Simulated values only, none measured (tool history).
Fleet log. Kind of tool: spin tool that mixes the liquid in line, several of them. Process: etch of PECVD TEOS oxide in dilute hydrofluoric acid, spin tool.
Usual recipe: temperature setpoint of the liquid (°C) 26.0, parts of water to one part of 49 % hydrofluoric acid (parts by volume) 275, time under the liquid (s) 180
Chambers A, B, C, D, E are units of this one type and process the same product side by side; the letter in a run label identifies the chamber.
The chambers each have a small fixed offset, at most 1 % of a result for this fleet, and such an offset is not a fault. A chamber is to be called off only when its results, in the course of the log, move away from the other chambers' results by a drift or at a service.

run,day,temperature setpoint of the liquid (°C),parts of water to one part of 49 % hydrofluoric acid (parts by volume),time under the liquid (s),hours since the thermometer was replaced,hours since the hydrofluoric acid flow meter was replaced,"read-back film thickness of the PECVD TEOS oxide reference wafer, read on the same gauge (nm)",thickness taken off the PECVD TEOS oxide on a monitor wafer (nm)
1D,0.254,26.0,275,180,1642.5,384.7,40.007,4.8985
2B,0.421,26.0,275,180,1598.9,543.2,39.976,4.9385
3E,0.617,26.0,275,180,401.7,484.3,39.991,4.9360
4C,0.796,26.0,275,180,2000.8,497.8,39.984,4.9298
5A,1.108,26.0,275,180,2336.0,105.0,40.017,4.9765
6D,1.433,30.0,275,145,1670.8,413.0,40.011,4.5210
7E,1.612,30.0,275,145,425.6,508.2,39.985,4.5240
8A,1.788,30.0,275,145,2352.3,121.3,40.060,4.6416
9B,1.988,30.0,275,145,1636.5,580.8,39.955,4.5290
10C,2.279,30.0,275,145,2036.4,533.4,39.997,4.5380
11C,2.492,26.0,275,180,2041.5,538.5,40.004,4.9483
12D,2.771,23.5,275,280,1702.9,445.1,40.043,7.0799
13A,3.017,23.5,275,280,2381.8,150.8,40.017,7.0604
14E,3.329,23.5,275,280,466.8,549.4,39.979,7.0334
15B,3.654,23.5,275,280,1676.5,620.8,40.037,7.0837
16B,3.938,23.5,275,280,1683.3,627.6,39.987,7.0604
17A,4.192,26.0,275,180,2410.0,179.0,40.010,5.0003
18D,4.388,26.0,275,180,1741.7,483.9,40.009,4.9130
19E,4.625,23.0,275,275,497.9,580.5,40.011,6.7564
20C,4.833,23.0,275,275,2097.7,594.7,39.962,6.7536
21B,5.079,23.0,275,275,1710.7,655.0,39.977,6.7423
22C,5.358,23.0,275,275,2110.3,607.3,40.030,6.7052
23D,5.625,23.0,275,275,1771.4,513.6,39.998,6.8167
24E,5.871,26.0,220,255,527.8,610.4,39.987,9.0888
25A,6.129,26.0,220,255,2456.5,225.5,40.035,9.3442
26A,6.321,26.0,220,255,2461.1,230.1,40.028,9.3018
27D,6.688,26.0,220,255,1796.9,539.1,39.936,9.3116
28B,6.912,26.0,220,255,1754.7,699.0,39.978,9.2261
29E,7.279,26.0,275,180,561.6,644.2,40.015,4.8516
30C,7.508,26.0,275,180,2161.9,658.9,39.994,4.9228
31C,7.754,23.5,195,180,2167.8,664.8,39.998,6.8970
32A,7.971,23.5,195,180,2500.7,269.7,40.024,6.9513
33D,8.275,23.5,195,180,1835.0,577.2,39.976,6.9413
34B,8.458,23.5,195,180,1791.8,736.1,40.028,6.9229
35E,8.808,23.5,195,180,598.3,680.9,40.002,6.6636

Next, all 5 chambers run the settings below, one line each with question marks for the results. What does each chamber give?
36A,9.071,26.0,275,180,,,,?
36B,9.071,26.0,275,180,,,,?
36C,9.071,26.0,275,180,,,,?
36D,9.071,26.0,275,180,,,,?
36E,9.071,26.0,275,180,,,,?

run,thickness taken off the PECVD TEOS oxide on a monitor wafer (nm)
36A,4.9518
36B,4.9256
36C,4.9199
36D,4.9226
36E,4.7636
